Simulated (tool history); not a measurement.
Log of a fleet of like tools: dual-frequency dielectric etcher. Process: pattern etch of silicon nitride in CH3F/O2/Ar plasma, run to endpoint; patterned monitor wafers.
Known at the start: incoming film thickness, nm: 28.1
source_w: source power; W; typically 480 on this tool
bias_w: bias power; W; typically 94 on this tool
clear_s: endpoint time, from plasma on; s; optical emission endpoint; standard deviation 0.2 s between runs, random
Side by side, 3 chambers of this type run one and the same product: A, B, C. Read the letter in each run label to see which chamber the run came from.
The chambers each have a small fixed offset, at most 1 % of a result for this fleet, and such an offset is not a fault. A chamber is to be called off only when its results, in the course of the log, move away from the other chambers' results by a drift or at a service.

| run | hour | source_w | bias_w | clear_s |
|---|---|---|---|---|
| 1A | 2.4 | 480 | 94 | 34.626 |
| 2B | 7.2 | 480 | 94 | 34.135 |
| 3C | 11.3 | 480 | 94 | 34.537 |
| 4A | 13.9 | 480 | 94 | 34.473 |
| 5C | 16.5 | 480 | 94 | 34.766 |
| 6B | 21.1 | 480 | 94 | 34.412 |
| 7C | 24.1 | 480 | 94 | 34.139 |
| 8B | 26.7 | 420 | 110 | 33.658 |
| 9A | 31.2 | 420 | 110 | 33.869 |
| 10B | 34.9 | 420 | 110 | 33.974 |
|  | 38.7 | chamber A: wet clean of the chamber |
| 11A | 39.7 | 480 | 94 | 36.088 |
| 12C | 42.3 | 480 | 94 | 34.153 |
| 13A | 46.5 | 480 | 94 | 36.314 |
| 14C | 50.4 | 480 | 94 | 34.407 |
| 15B | 53.9 | 480 | 94 | 34.375 |
| 16B | 57.7 | 480 | 94 | 34.49 |
| 17A | 60.9 | 480 | 94 | 36.089 |
| 18C | 64.8 | 480 | 94 | 34.414 |
| 19A | 68.5 | 480 | 94 | 36.021 |
| 20C | 70.6 | 480 | 94 | 34.613 |
| 21B | 72.9 | 480 | 77 | 36.727 |
| 22B | 75.9 | 480 | 77 | 36.187 |

For the next run the whole fleet of 3 chambers uses the same settings. Give each chamber's results:
| 23A | 79.4 | 480 | 94 | ? |
| 23B | 79.4 | 480 | 94 | ? |
| 23C | 79.4 | 480 | 94 | ? |

| run | clear_s |
|---|---|
| 23A | 35.989 |
| 23B | 34.717 |
| 23C | 34.462 |

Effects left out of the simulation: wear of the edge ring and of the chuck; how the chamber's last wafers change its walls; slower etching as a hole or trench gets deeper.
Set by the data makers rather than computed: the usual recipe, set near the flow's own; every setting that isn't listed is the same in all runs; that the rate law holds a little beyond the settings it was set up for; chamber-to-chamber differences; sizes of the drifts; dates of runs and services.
